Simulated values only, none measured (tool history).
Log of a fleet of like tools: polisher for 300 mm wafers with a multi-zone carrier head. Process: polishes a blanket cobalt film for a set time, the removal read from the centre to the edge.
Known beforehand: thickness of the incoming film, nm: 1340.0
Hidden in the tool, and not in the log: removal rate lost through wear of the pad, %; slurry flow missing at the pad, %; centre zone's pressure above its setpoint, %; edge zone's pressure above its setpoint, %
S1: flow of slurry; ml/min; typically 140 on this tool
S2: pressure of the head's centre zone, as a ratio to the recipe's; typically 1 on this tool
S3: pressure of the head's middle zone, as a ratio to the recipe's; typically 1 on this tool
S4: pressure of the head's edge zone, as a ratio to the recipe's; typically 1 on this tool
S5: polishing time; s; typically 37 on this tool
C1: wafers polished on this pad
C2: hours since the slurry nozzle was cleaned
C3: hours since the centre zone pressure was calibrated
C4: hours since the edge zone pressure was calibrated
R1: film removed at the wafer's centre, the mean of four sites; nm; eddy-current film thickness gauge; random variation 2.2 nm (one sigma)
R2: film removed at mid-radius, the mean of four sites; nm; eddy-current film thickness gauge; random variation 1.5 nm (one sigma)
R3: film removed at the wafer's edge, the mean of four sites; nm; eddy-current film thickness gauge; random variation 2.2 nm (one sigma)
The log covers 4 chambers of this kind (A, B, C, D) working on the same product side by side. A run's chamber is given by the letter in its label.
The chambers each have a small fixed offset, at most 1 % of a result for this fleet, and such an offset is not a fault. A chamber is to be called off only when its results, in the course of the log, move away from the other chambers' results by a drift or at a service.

run	hour	S1	S2	S3	S4	S5	C1	C2	C3	C4	R1	R2	R3
1D	8.2	140	1	1	1	37	233	286.6	221.2	218.7	150.47	150.78	154.12
# hour 13: chamber D: slurry nozzle cleaned
2C	19.5	140	1	1	1	37	489	170.5	806.8	566	151.94	149.26	153.83
# hour 19.6: chamber B: edge zone pressure recalibrated
3A	28.8	140	1	1	1	37	722	303.2	51	254.2	151.47	150.21	150.49
# hour 32.7: chamber A: worn pad replaced by a new one
4B	41.4	140	1	1	1	37	1006	660.8	918.2	21.8	148.74	151.18	151.25
# hour 46.3: chamber D: worn pad replaced by a new one
# hour 53.5: chamber C: worn pad replaced by a new one
5D	55.5	140	1	1	1	37	109	42.6	268.5	266	153.06	149.21	151.82
6B	63.2	175	1	1	0.89	37	1265	682.6	940	43.6	156.87	154.98	143.84
# hour 72.7: chamber B: worn pad replaced by a new one
7A	74.1	175	1	1	0.89	37	492	348.5	96.3	299.5	157.22	155.55	151.74
8C	87.3	175	1	1	0.89	37	402	238.3	874.6	633.8	156.38	157.75	144.5
# hour 90.1: chamber A: worn pad replaced by a new one
9D	98.1	175	1	1	0.89	37	616	85.2	311.1	308.6	157.72	157.6	148.28
# hour 100.3: chamber D: worn pad replaced by a new one
10B	107.3	140	1	1	1	37	411	726.7	984.1	87.7	149.88	150.58	147.69
11C	118.9	140	1	1	1	37	778	269.9	906.2	665.4	152.22	151.77	150.83
12A	127.9	140	1	1	1	37	450	402.3	150.1	353.3	148.53	149.97	150.72
# hour 131.1: chamber C: worn pad replaced by a new one
13B	142.3	140	1	1	1	37	827	761.7	1019.1	122.7	149.55	148.98	150.17
# hour 150.4: chamber A: slurry nozzle cleaned
# hour 151.1: chamber A: worn pad replaced by a new one
14D	156.7	140	1	1	1	37	671	143.8	369.7	367.2	149.38	148.96	149.1
# hour 159.4: chamber B: slurry nozzle cleaned
# hour 163.5: chamber D: worn pad replaced by a new one
15C	168.3	140	1.05	1	1	29	442	319.3	955.6	714.8	124.9	119.06	115.97
# hour 182.9: chamber B: worn pad replaced by a new one
16A	183.1	140	1.05	1	1	29	381	32.8	205.3	408.5	123.03	117.96	119.2
17C	191.1	140	1.05	1	1	29	713	342.1	978.4	737.6	122.94	118	118.8
18B	203.2	140	1.05	1	1	29	242	43.9	1080	183.6	124.01	117.66	118.63
# hour 205.3: chamber C: worn pad replaced by a new one
# hour 206.8: chamber A: worn pad replaced by a new one
19D	216.6	140	1.11	1	1	37	631	203.7	429.6	427.1	169.88	150.46	150.16
20A	223.7	140	1.11	1	1	37	201	73.4	245.9	449.1	168.4	150.73	149.61
# hour 224.9: chamber D: worn pad replaced by a new one
21D	230.4	140	1.11	1	1	37	66	217.5	443.4	440.9	168.85	151.87	152.12
22A	236.9	140	1.11	1	1	37	358	86.6	259.1	462.3	167.07	147.17	153.68
# hour 243.9: chamber A: edge zone pressure recalibrated
# hour 246.7: chamber C: centre zone pressure recalibrated
23C	249.6	115	1	0.9	1	37	527	400.6	3	796.1	142.83	129.63	145.6
# hour 257.5: chamber C: slurry nozzle cleaned
24B	257.6	115	1	0.9	1	37	889	98.3	1134.4	238	139.91	130.13	146.74
# hour 259.9: chamber A: worn pad replaced by a new one
# hour 266.7: chamber D: slurry nozzle cleaned
25D	268.9	115	1	0.9	1	37	524	2.3	481.9	479.4	140.35	130.78	149.54
# hour 272.5: chamber C: worn pad replaced by a new one
26A	277.2	115	1	0.9	1	37	206	126.9	299.4	33.4	146.57	126.74	150.12
27C	285.6	140	1	1	1	37	156	28.1	39	832.1	151.38	151.24	151.38

Which is it: a chamber that has drifted or been left off by a service, a gauge drift common to all chambers, or only each chamber's usual small offset? If a chamber is off, name it and its likeliest cause.

No chamber is off and the gauge is stable; the differences are just each chamber's small, constant offset.
